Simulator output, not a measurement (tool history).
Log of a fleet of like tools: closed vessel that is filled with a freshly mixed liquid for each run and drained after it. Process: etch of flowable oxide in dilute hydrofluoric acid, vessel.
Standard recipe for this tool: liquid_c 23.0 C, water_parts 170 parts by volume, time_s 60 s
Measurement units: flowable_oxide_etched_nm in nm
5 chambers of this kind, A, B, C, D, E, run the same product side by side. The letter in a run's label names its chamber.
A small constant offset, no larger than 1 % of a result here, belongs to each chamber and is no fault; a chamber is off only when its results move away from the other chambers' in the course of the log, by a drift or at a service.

run   hour  liquid_c  water_parts  time_s  hours since the thermometer was replaced  hours since the hydrofluoric acid flow meter was replaced  read-back film thickness of the flowable oxide reference wafer, read on the same gauge (nm)  flowable_oxide_etched_nm
 1D    7.4      23.0          170      60                                    2492.7                                                      389.6                                                                                       150.03                    18.039
 2B   14.8      23.0          170      60                                    1099.9                                                      317.8                                                                                       149.99                    18.056
 3C   19.4      23.0          170      60                                    1037.8                                                      511.9                                                                                       150.00                    17.920
 4E   25.2      23.0          170      60                                     642.2                                                      811.4                                                                                       150.01                    17.830
 5A   29.2      23.0          170      60                                    1761.8                                                      277.7                                                                                       149.97                    18.077
      31.1  -- chamber C: hydrofluoric acid flow meter replaced
 6A   34.6      23.0          250      60                                    1767.2                                                      283.1                                                                                       149.97                    11.326
 7E   42.0      23.0          250      60                                     659.0                                                      828.2                                                                                       150.01                    11.170
 8D   48.6      23.0          250      60                                    2533.9                                                      430.8                                                                                       149.98                    11.022
 9B   55.0      23.0          250      60                                    1140.1                                                      358.0                                                                                       150.04                    11.309
10C   58.4      23.0          250      60                                    1076.8                                                       27.3                                                                                       149.96                    11.197
11D   64.4      23.0          170      60                                    2549.7                                                      446.6                                                                                       150.01                    17.679
12C   70.4      23.0          170      60                                    1088.8                                                       39.3                                                                                       150.03                    18.177
13B   75.2      23.0          170      60                                    1160.3                                                      378.2                                                                                       150.00                    18.162
14E   81.6      23.0          170      60                                     698.6                                                      867.8                                                                                       149.98                    18.008
15A   87.8      23.0          170      60                                    1820.4                                                      336.3                                                                                       150.01                    17.991
16B   92.8      23.0          170      60                                    1177.9                                                      395.8                                                                                       149.99                    18.379
17C   98.8      23.0          170      60                                    1117.2                                                       67.7                                                                                       149.99                    17.993
18D  104.3      23.0          170      60                                    2589.6                                                      486.5                                                                                       149.98                    17.884
19E  111.4      23.0          170      60                                     728.4                                                      897.6                                                                                       150.05                    18.257
20A  118.6      23.0          170      60                                    1851.2                                                      367.1                                                                                       149.98                    17.912
21A  124.6      27.5          200      60                                    1857.2                                                      373.1                                                                                       149.98                    17.317
22E  129.9      27.5          200      60                                     746.9                                                      916.1                                                                                       150.01                    17.457
23C  135.7      27.5          200      60                                    1154.1                                                      104.6                                                                                       149.99                    17.354
24D  141.1      27.5          200      60                                    2626.4                                                      523.3                                                                                       149.99                    17.362
25B  145.5      27.5          200      60                                    1230.6                                                      448.5                                                                                       149.96                    17.480
26D  153.1      23.0          170      60                                    2638.4                                                      535.3                                                                                       150.00                    18.007
27A  158.7      23.0          170      60                                    1891.3                                                      407.2                                                                                       149.96                    17.887
28C  164.9      23.0          170      60                                    1183.3                                                      133.8                                                                                       149.97                    17.854
29E  171.8      23.0          170      60                                     788.8                                                      958.0                                                                                       149.99                    18.104
30B  176.1      23.0          170      60                                    1261.2                                                      479.1                                                                                       149.99                    18.039
31B  180.0      23.0          170      85                                    1265.1                                                      483.0                                                                                       150.00                    25.395
32A  186.2      23.0          170      85                                    1918.8                                                      434.7                                                                                       149.98                    25.569
33E  190.6      23.0          170      85                                     807.6                                                      976.8                                                                                       150.02                    25.389
34C  198.2      23.0          170      85                                    1216.6                                                      167.1                                                                                       149.95                    25.954
35D  201.7      23.0          170      85                                    2687.0                                                      583.9                                                                                       150.01                    25.334
36E  206.8      23.0          170      60                                     823.8                                                      993.0                                                                                       150.01                    17.986
37A  210.3      23.0          170      60                                    1942.9                                                      458.8                                                                                       150.03                    17.836
38C  216.6      23.0          170      60                                    1235.0                                                      185.5                                                                                       150.02                    17.842
39B  220.1      23.0          170      60                                    1305.2                                                      523.1                                                                                       150.03                    17.964
40D  225.0      23.0          170      60                                    2710.3                                                      607.2                                                                                       150.03                    17.908
41A  231.5      23.0          170      60                                    1964.1                                                      480.0                                                                                       150.05                    17.970
42D  235.9      23.0          170      40                                    2721.2                                                      618.1                                                                                       150.03                    11.802

All 5 chambers run these settings next. Forecast each chamber's results:
43A  241.4      23.0          170      60                                                                                                                                                                                                                           ?
43B  241.4      23.0          170      60                                                                                                                                                                                                                           ?
43C  241.4      23.0          170      60                                                                                                                                                                                                                           ?
43D  241.4      23.0          170      60                                                                                                                                                                                                                           ?
43E  241.4      23.0          170      60                                                                                                                                                                                                                           ?

run  flowable_oxide_etched_nm
43A                    17.868
43B                    18.077
43C                    17.919
43D                    18.090
43E                    18.138
